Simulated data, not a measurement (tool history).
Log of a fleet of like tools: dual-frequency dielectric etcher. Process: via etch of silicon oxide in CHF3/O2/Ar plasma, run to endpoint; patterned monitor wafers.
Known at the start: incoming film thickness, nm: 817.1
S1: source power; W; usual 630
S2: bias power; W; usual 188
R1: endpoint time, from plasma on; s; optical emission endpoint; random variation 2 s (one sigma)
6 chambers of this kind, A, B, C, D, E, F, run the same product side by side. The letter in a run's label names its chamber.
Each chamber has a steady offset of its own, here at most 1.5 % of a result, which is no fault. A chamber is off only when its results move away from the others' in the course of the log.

run   hour   S1   S2      R1
 1D   10.1  630  188   399.5
 2F   19.7  630  188  399.09
 3C   29.4  630  188  395.64
 4B   44.2  630  188  395.49
 5A   53.4  630  188  398.01
      53.6  -- chamber C: wet clean of the chamber
 6E   60.6  630  188  399.71
 7E   68.4  630  188  396.05
 8F   82.2  630  188  399.55
 9C     96  630  188  395.83
10A  110.7  630  188  397.87
11B  122.8  630  188  394.49
     123.8  -- chamber B: wet clean of the chamber
12D  135.4  630  188  399.99
13A  148.5  630  188  402.64
14E  160.4  630  188  400.85
15D  173.4  630  188  397.32
16B  184.5  630  188  394.09
17C  196.1  630  188  395.09
18F    211  630  188  404.58
19B  225.9  630  188  393.88
20D  237.6  630  223  375.55
21A  250.5  630  223  378.67
22F  259.3  630  223  382.16
       260  -- chamber E: wet clean of the chamber
23E  272.4  630  223  373.84
     281.4  -- chamber A: wet clean of the chamber
24C  287.9  630  223  375.55
25F  298.5  630  223  385.12
26A  306.1  630  188   401.7
27B  317.9  630  188  397.51
28C  332.8  630  188  392.83
29D  346.5  630  188  402.72
30E  356.4  580  222  389.54
31C  369.6  580  222  385.29
32A    383  580  222  388.91
33F  391.5  580  222  399.99
34D  406.3  580  222  385.82
35B  415.8  580  222  383.41
36E  425.9  630  188  399.92
37B  439.3  630  188  392.49
38E  454.6  630  188  401.29
39A  464.1  630  188  404.53
40F    471  630  188  417.58
     481.9  -- chamber D: wet clean of the chamber
41D  483.8  630  188  396.96
42C    494  630  188  396.76

What goes on in this fleet: one chamber off, a drifting gauge, or nothing beyond the chambers' own small offsets? Name the chamber and the cause, if any.

Chamber F drifts away from the others.
Cause: etch rate under this chamber's usual, % = 4.52.

Here are 4 candidates for chamber F's next run, each the usual settings with a change, their results left as question marks. Which one brings its results back in line with what the others give on the usual settings?
In line means no further than this from the other chambers' mean on the usual settings: R1 7.1 s
43F-1  505.1  630  217   ?
43F-2  505.1  600  188   ?
43F-3  505.1  630  159   ?
43F-4  505.1  650  193   ?

The other chambers' mean on the usual settings: R1 397.47 s
  run      R1
43F-1  400.01
43F-2  427.93
43F-3   444.1
43F-4  411.52
43F-1 brings the chamber back in line.
